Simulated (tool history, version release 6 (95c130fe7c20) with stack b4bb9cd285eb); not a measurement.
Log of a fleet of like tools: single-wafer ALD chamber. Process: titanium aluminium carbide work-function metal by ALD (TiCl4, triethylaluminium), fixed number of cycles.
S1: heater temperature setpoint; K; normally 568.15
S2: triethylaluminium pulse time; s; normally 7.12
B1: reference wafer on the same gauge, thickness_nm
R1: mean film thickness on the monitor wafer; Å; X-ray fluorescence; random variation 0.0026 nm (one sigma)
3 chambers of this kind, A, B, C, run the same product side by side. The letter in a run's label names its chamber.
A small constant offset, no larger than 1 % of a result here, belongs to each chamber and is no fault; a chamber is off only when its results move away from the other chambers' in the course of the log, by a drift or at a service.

run	day	S1	S2	B1	R1
1C	0.221	568.15	7.12	1.6012	18.324
2B	0.371	568.15	7.12	1.6004	18.296
3A	0.529	568.15	7.12	1.6009	18.402
4C	0.717	568.15	7.12	1.6009	18.304
5B	0.871	568.15	7.12	1.6013	18.278
6A	1.033	568.15	6.13	1.6015	17.717
7C	1.292	568.15	6.13	1.6023	17.63
8B	1.442	568.15	6.13	1.6019	17.662
9A	1.575	568.15	7.12	1.6016	18.502
10A	1.838	568.15	7.12	1.6021	18.46
11B	2.029	568.15	7.12	1.6025	18.351
12C	2.292	568.15	7.12	1.6036	18.338
13B	2.442	561.15	4.63	1.6037	15.594
14A	2.738	561.15	4.63	1.6035	15.592
15C	3.012	561.15	4.63	1.6038	15.483
16C	3.217	568.15	7.12	1.6044	18.307
17A	3.512	568.15	8.5	1.6043	19.159
18B	3.683	568.15	8.5	1.6046	19.048
19B	3.954	568.15	8.5	1.6055	19.024
20A	4.25	568.15	7.12	1.606	18.443
21C	4.454	560.15	9.61	1.6065	18.727
22C	4.662	560.15	9.61	1.6062	18.658
23B	4.888	560.15	9.61	1.6069	18.645
24A	5.025	568.15	7.12	1.6071	18.475
25A	5.283	568.15	7.12	1.6074	18.467
26C	5.546	568.15	7.12	1.6078	18.389
27B	5.717	568.15	7.12	1.6077	18.433
28C	5.975	568.15	5.01	1.6078	16.527
29B	6.175	568.15	5.01	1.6082	16.646
30A	6.342	568.15	5.01	1.6087	16.615
31A	6.529	568.15	7.12	1.6081	18.579
32C	6.775	568.15	7.12	1.6088	18.397

Which is it: a chamber that has drifted or been left off by a service, a gauge drift common to all chambers, or only each chamber's usual small offset? If a chamber is off, name it and its likeliest cause.

Every chamber seems to shift together because the gauge that measures them all drifts; the chambers themselves are fine.
Most likely cause: gauge reads high (%) = 0.583.
